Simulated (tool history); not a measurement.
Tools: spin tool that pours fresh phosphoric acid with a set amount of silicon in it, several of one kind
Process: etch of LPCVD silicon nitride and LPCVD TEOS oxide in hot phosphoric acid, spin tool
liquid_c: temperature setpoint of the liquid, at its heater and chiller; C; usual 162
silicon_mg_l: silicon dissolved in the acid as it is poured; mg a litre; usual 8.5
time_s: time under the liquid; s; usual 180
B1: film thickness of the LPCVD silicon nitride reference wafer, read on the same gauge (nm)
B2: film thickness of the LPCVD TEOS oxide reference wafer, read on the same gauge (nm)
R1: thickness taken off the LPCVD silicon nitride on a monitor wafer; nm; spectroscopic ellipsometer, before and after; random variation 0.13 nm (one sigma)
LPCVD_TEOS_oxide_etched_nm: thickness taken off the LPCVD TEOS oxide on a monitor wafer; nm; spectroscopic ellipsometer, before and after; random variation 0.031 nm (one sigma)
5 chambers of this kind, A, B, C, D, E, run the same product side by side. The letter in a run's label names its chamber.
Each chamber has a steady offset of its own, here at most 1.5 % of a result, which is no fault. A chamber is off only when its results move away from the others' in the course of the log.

Run 1C, day 0.546: usual settings; B1 90.017; B2 49.994. Result: R1 18.687 nm, LPCVD_TEOS_oxide_etched_nm 0.64003 nm.
Run 2E, day 0.921: usual settings; B1 89.948; B2 50.006. Result: R1 18.443 nm, LPCVD_TEOS_oxide_etched_nm 0.60848 nm.
Run 3A, day 1.204: usual settings; B1 90.016; B2 50.003. Result: R1 18.292 nm, LPCVD_TEOS_oxide_etched_nm 0.64667 nm.
At day 1.396: chamber D: dissolved silicon flow meter replaced.
Run 4D, day 1.517: usual settings; B1 89.994; B2 49.999. Result: R1 18.480 nm, LPCVD_TEOS_oxide_etched_nm 0.63377 nm.
Run 5B, day 1.850: usual settings; B1 90.007; B2 50.001. Result: R1 18.286 nm, LPCVD_TEOS_oxide_etched_nm 0.66464 nm.
Run 6B, day 2.325: usual settings; B1 90.023; B2 49.976. Result: R1 18.306 nm, LPCVD_TEOS_oxide_etched_nm 0.68838 nm.
At day 2.338: chamber E: thermometer replaced.
Run 7D, day 2.604: usual settings; B1 90.031; B2 50.040. Result: R1 18.540 nm, LPCVD_TEOS_oxide_etched_nm 0.61191 nm.
Run 8C, day 3.125: usual settings; B1 90.017; B2 50.007. Result: R1 18.334 nm, LPCVD_TEOS_oxide_etched_nm 0.60619 nm.
Run 9E, day 3.596: usual settings; B1 90.017; B2 50.008. Result: R1 18.370 nm, LPCVD_TEOS_oxide_etched_nm 0.67962 nm.
Run 10A, day 4.033: usual settings; B1 90.056; B2 50.012. Result: R1 18.281 nm, LPCVD_TEOS_oxide_etched_nm 0.60951 nm.
Run 11C, day 4.475: usual settings; B1 89.954; B2 50.000. Result: R1 18.365 nm, LPCVD_TEOS_oxide_etched_nm 0.65573 nm.
Run 12E, day 4.938: usual settings; B1 90.017; B2 50.006. Result: R1 18.521 nm, LPCVD_TEOS_oxide_etched_nm 0.68701 nm.
Run 13B, day 5.283: usual settings; B1 89.997; B2 49.997. Result: R1 18.211 nm, LPCVD_TEOS_oxide_etched_nm 0.65003 nm.
Run 14D, day 5.742: usual settings; B1 89.985; B2 49.997. Result: R1 18.404 nm, LPCVD_TEOS_oxide_etched_nm 0.58603 nm.
Run 15A, day 6.217: usual settings; B1 90.052; B2 49.989. Result: R1 18.215 nm, LPCVD_TEOS_oxide_etched_nm 0.57398 nm.
Run 16C, day 6.704: usual settings; B1 90.026; B2 49.985. Result: R1 18.882 nm, LPCVD_TEOS_oxide_etched_nm 0.56116 nm.
Run 17E, day 7.092: usual settings but silicon_mg_l 13.0 mg a litre; B1 90.025; B2 49.987. Result: R1 18.477 nm, LPCVD_TEOS_oxide_etched_nm 0.50960 nm.
Run 18A, day 7.621: usual settings but silicon_mg_l 13.0 mg a litre; B1 89.992; B2 49.967. Result: R1 18.190 nm, LPCVD_TEOS_oxide_etched_nm 0.58793 nm.
Run 19B, day 8.012: usual settings but silicon_mg_l 13.0 mg a litre; B1 90.006; B2 49.963. Result: R1 18.334 nm, LPCVD_TEOS_oxide_etched_nm 0.55596 nm.
Run 20D, day 8.450: usual settings but silicon_mg_l 13.0 mg a litre; B1 89.966; B2 50.009. Result: R1 18.483 nm, LPCVD_TEOS_oxide_etched_nm 0.53736 nm.
Run 21C, day 8.796: usual settings but silicon_mg_l 13.0 mg a litre; B1 90.030; B2 49.973. Result: R1 19.093 nm, LPCVD_TEOS_oxide_etched_nm 0.56083 nm.
Run 22D, day 9.038: usual settings; B1 90.013; B2 49.992. Result: R1 18.223 nm, LPCVD_TEOS_oxide_etched_nm 0.64924 nm.
Run 23A, day 9.296: usual settings; B1 90.007; B2 50.009. Result: R1 18.309 nm, LPCVD_TEOS_oxide_etched_nm 0.67026 nm.
Run 24E, day 9.688: usual settings; B1 90.013; B2 50.004. Result: R1 18.138 nm, LPCVD_TEOS_oxide_etched_nm 0.62904 nm.
Run 25B, day 9.992: usual settings; B1 89.971; B2 49.987. Result: R1 18.363 nm, LPCVD_TEOS_oxide_etched_nm 0.59857 nm.
Run 26C, day 10.371: usual settings; B1 90.010; B2 49.999. Result: R1 19.180 nm, LPCVD_TEOS_oxide_etched_nm 0.68028 nm.
Run 27D, day 10.854: usual settings; B1 90.028; B2 49.992. Result: R1 18.487 nm, LPCVD_TEOS_oxide_etched_nm 0.63265 nm.
At day 11.062: chamber A: dissolved silicon flow meter replaced.
Run 28A, day 11.333: usual settings; B1 89.996; B2 50.002. Result: R1 18.331 nm, LPCVD_TEOS_oxide_etched_nm 0.62183 nm.
Run 29E, day 11.688: usual settings; B1 89.992; B2 50.011. Result: R1 18.431 nm, LPCVD_TEOS_oxide_etched_nm 0.62896 nm.
Run 30B, day 12.100: usual settings but liquid_c 163 C, time_s 215 s; B1 89.997; B2 49.993. Result: R1 22.663 nm, LPCVD_TEOS_oxide_etched_nm 0.84774 nm.
Run 31C, day 12.629: usual settings but liquid_c 163 C, time_s 215 s; B1 90.005; B2 50.025. Result: R1 23.777 nm, LPCVD_TEOS_oxide_etched_nm 0.94686 nm.
Run 32D, day 13.067: usual settings but liquid_c 163 C, time_s 215 s; B1 89.973; B2 49.987. Result: R1 22.593 nm, LPCVD_TEOS_oxide_etched_nm 0.77132 nm.
Run 33B, day 13.317: usual settings but liquid_c 163 C, time_s 215 s; B1 90.001; B2 50.015. Result: R1 22.451 nm, LPCVD_TEOS_oxide_etched_nm 0.81203 nm.
Run 34E, day 13.788: usual settings but liquid_c 163 C, time_s 215 s; B1 90.007; B2 49.988. Result: R1 22.612 nm, LPCVD_TEOS_oxide_etched_nm 0.79209 nm.
Run 35A, day 14.100: usual settings; B1 90.002; B2 49.993. Result: R1 18.234 nm, LPCVD_TEOS_oxide_etched_nm 0.63849 nm.
Run 36A, day 14.388: usual settings; B1 89.998; B2 49.990. Result: R1 18.305 nm, LPCVD_TEOS_oxide_etched_nm 0.58415 nm.
Run 37C, day 14.679: usual settings; B1 90.005; B2 49.986. Result: R1 19.994 nm, LPCVD_TEOS_oxide_etched_nm 0.75668 nm.
Run 38E, day 15.196: usual settings; B1 89.989; B2 50.001. Result: R1 18.478 nm, LPCVD_TEOS_oxide_etched_nm 0.65239 nm.

What goes on in this fleet: one chamber off, a drifting gauge, or nothing beyond the chambers' own small offsets? Name the chamber and the cause, if any.

Chamber C drifts away from the others.
Cause: liquid hotter than its thermometer reads (K) = 2.59.

Here are 4 candidates for chamber C's next run, each the usual settings with a change, their results left as question marks. Which one brings its results back in line with what the others give on the usual settings?
In line means no further than this from the other chambers' mean on the usual settings: R1 0.470 nm; LPCVD_TEOS_oxide_etched_nm 0.11000 nm
Run 39C-1, day 15.588: usual settings but liquid_c 161.0 C, silicon_mg_l 12.0 mg a litre, time_s 160 s. Result: R1 ?, LPCVD_TEOS_oxide_etched_nm ?.
Run 39C-2, day 15.588: usual settings but liquid_c 161.0 C, silicon_mg_l 10.5 mg a litre, time_s 170 s. Result: R1 ?, LPCVD_TEOS_oxide_etched_nm ?.
Run 39C-3, day 15.588: usual settings but liquid_c 163.5 C, silicon_mg_l 5.0 mg a litre, time_s 200 s. Result: R1 ?, LPCVD_TEOS_oxide_etched_nm ?.
Run 39C-4, day 15.588: usual settings but liquid_c 163.0 C, silicon_mg_l 6.5 mg a litre, time_s 190 s. Result: R1 ?, LPCVD_TEOS_oxide_etched_nm ?.

The other chambers' mean on the usual settings: R1 18.337 nm; LPCVD_TEOS_oxide_etched_nm 0.63963 nm
  run      R1  LPCVD_TEOS_oxide_etched_nm
39C-1  17.316                     0.57723
39C-2  18.398                     0.63471
39C-3  23.512                     1.00710
39C-4  21.975                     0.89517
39C-2 brings the chamber back in line.
